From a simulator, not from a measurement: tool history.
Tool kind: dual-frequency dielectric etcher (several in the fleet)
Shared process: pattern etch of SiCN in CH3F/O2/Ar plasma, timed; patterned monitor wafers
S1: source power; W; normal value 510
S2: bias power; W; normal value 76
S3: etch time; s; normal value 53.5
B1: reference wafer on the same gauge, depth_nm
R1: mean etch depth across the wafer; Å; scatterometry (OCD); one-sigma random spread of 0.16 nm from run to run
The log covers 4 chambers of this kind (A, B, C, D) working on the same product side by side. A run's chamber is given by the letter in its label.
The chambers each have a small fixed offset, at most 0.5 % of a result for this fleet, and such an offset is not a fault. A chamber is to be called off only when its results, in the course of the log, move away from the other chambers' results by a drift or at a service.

run   hour   S1  S2    S3      B1      R1
 1B    8.1  510  76  53.5  18.478  224.53
 2A   15.3  510  76  53.5  18.496  224.28
 3D   21.8  510  76  53.5  18.491  225.88
 4C   26.7  510  76  53.5  18.514  226.43
 5B   31.3  510  76  53.5  18.500  225.19
 6A   39.1  510  58  53.5  18.532  202.63
 7D   43.9  510  58  53.5  18.479  205.69
 8C   50.2  510  58  53.5  18.492  201.71
 9D   56.6  510  58  53.5  18.498  206.98
10B   60.8  590  87  53.5  18.517  250.40
11C   67.1  590  87  53.5  18.498  247.82
12A   73.9  590  87  53.5  18.497  248.29
13A   78.5  590  87  53.5  18.496  250.42
14C   83.0  510  76  53.5  18.522  223.67
15D   88.7  510  76  53.5  18.469  226.61
16B   96.1  510  76  53.5  18.514  225.17
17B  103.2  510  76  53.5  18.513  226.24
     109.4  -- chamber C: wet clean of the chamber
18A  109.9  510  76  53.5  18.496  222.14
19C  117.4  510  76  53.5  18.479  226.29
20D  125.1  510  76  53.5  18.512  225.52
21C  132.5  510  76  53.5  18.500  224.37
22B  138.0  420  76  53.5  18.505  208.47
23A  145.8  420  76  53.5  18.494  208.19
24D  153.4  420  76  53.5  18.507  208.88
25C  159.2  420  76  53.5  18.494  209.35
26A  165.2  510  76  53.5  18.496  223.58
27B  171.9  510  76  53.5  18.530  227.91

The same settings go to every chamber for the next run, one line per chamber below. Forecast the results for each:
28A  178.2  510  76  53.5       ?
28B  178.2  510  76  53.5       ?
28C  178.2  510  76  53.5       ?
28D  178.2  510  76  53.5       ?

run      R1
28A  223.81
28B  221.52
28C  225.59
28D  223.87

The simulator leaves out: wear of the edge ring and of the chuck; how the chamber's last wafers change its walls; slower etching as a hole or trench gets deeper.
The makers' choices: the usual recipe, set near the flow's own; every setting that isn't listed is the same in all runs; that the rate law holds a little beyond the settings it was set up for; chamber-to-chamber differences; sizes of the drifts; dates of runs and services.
